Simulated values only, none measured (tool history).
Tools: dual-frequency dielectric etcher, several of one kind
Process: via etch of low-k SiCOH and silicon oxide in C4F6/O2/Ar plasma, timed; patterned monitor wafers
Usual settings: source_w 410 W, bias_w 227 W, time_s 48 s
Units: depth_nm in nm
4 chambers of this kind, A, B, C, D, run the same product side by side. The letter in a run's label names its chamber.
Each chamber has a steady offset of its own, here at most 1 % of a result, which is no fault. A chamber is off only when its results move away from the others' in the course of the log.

run,hour,source_w,bias_w,time_s,hours since the last wet clean,hours since the last source power generator calibration,hours since the last bias power generator calibration,"read-back reference wafer on the same gauge, depth_nm",depth_nm
1D,3.7,410,227,48,154,2430.6,638.5,122.05,135.74
2A,8.7,410,227,48,177,3443.2,3584.9,121.98,135.89
3B,14.1,410,227,48,367.7,860.7,2470.8,122.05,135.42
4C,20.2,410,227,48,206.7,1747.5,1514.2,122.04,136.4
5C,24.3,410,227,48,210.8,1751.6,1518.3,122.13,136.72
6A,28.9,380,227,38,197.2,3463.4,3605.1,122.11,104.36
7D,34.5,380,227,38,184.8,2461.4,669.3,122.14,104.42
8B,40.2,380,227,38,393.8,886.8,2496.9,122.14,104.17
9D,43.8,380,227,38,194.1,2470.7,678.6,122.21,104.41
10B,48.7,410,227,48,402.3,895.3,2505.4,122.21,135.65
11C,52,410,227,48,238.5,1779.3,1546,122.23,136.58
12A,57.6,410,227,48,225.9,3492.1,3633.8,122.26,136.51
13A,62.4,410,227,48,230.7,3496.9,3638.6,122.26,135.52
14C,68.3,410,227,48,254.8,1795.6,1562.3,122.33,137.07
15B,71.4,410,227,48,425,918,2528.1,122.33,135.62
16D,74.8,410,227,48,225.1,2501.7,709.6,122.29,135.77
17B,80,410,227,48,433.6,926.6,2536.7,122.4,135.6
18D,83.6,410,227,48,233.9,2510.5,718.4,122.38,135.88
19A,86.8,410,227,48,255.1,3521.3,3663,122.35,136.45
20C,92.3,410,227,48,278.8,1819.6,1586.3,122.41,137.17
21A,96.4,410,227,48,264.7,3530.9,3672.6,122.43,135.59
22B,100.8,410,227,48,454.4,947.4,2557.5,122.44,136.03
23C,106.2,340,186,48,292.7,1833.5,1600.2,122.53,119.61
24D,109.6,340,186,48,259.9,2536.5,744.4,122.5,118.76
25B,115,340,186,48,468.6,961.6,2571.7,122.5,118.41
26D,118.7,340,186,48,269,2545.6,753.5,122.51,118.74
27C,124.5,410,227,48,311,1851.8,1618.5,122.59,137.14
28A,129.3,410,227,48,297.6,3563.8,3705.5,122.55,136.33
29D,132.5,410,227,48,282.8,2559.4,767.3,122.6,135.91
30A,136.3,410,227,48,304.6,3570.8,3712.5,122.62,136.27
31B,140.9,380,227,48,494.5,987.5,2597.6,122.65,132.14
32C,143.6,380,227,48,330.1,1870.9,1637.6,122.67,133.37
33B,149.6,380,227,48,503.2,996.2,2606.3,122.72,132.16
34C,153.9,380,227,48,340.4,1881.2,1647.9,122.71,133.61
# hour 155.6: chamber B: wet clean of the chamber
35D,159.8,410,227,48,310.1,2586.7,794.6,122.7,136.37
36A,163.1,410,227,48,331.4,3597.6,3739.3,122.76,136
37D,165.9,410,227,48,316.2,2592.8,800.7,122.75,136.33
38B,170.9,410,227,48,15.4,1017.5,2627.6,122.76,136.32
39A,173.6,410,227,48,341.9,3608.1,3749.8,122.79,136.37
40C,178,410,227,48,364.5,1905.3,1672,122.79,137.31

Is one chamber off against the others, does the gauge drift, or is nothing wrong? If a chamber is off, say which, and what the likeliest cause is.

The gauge drifts, so all chambers seem to drift together. No chamber is off.
Cause: gauge reads high (%) = 0.672.

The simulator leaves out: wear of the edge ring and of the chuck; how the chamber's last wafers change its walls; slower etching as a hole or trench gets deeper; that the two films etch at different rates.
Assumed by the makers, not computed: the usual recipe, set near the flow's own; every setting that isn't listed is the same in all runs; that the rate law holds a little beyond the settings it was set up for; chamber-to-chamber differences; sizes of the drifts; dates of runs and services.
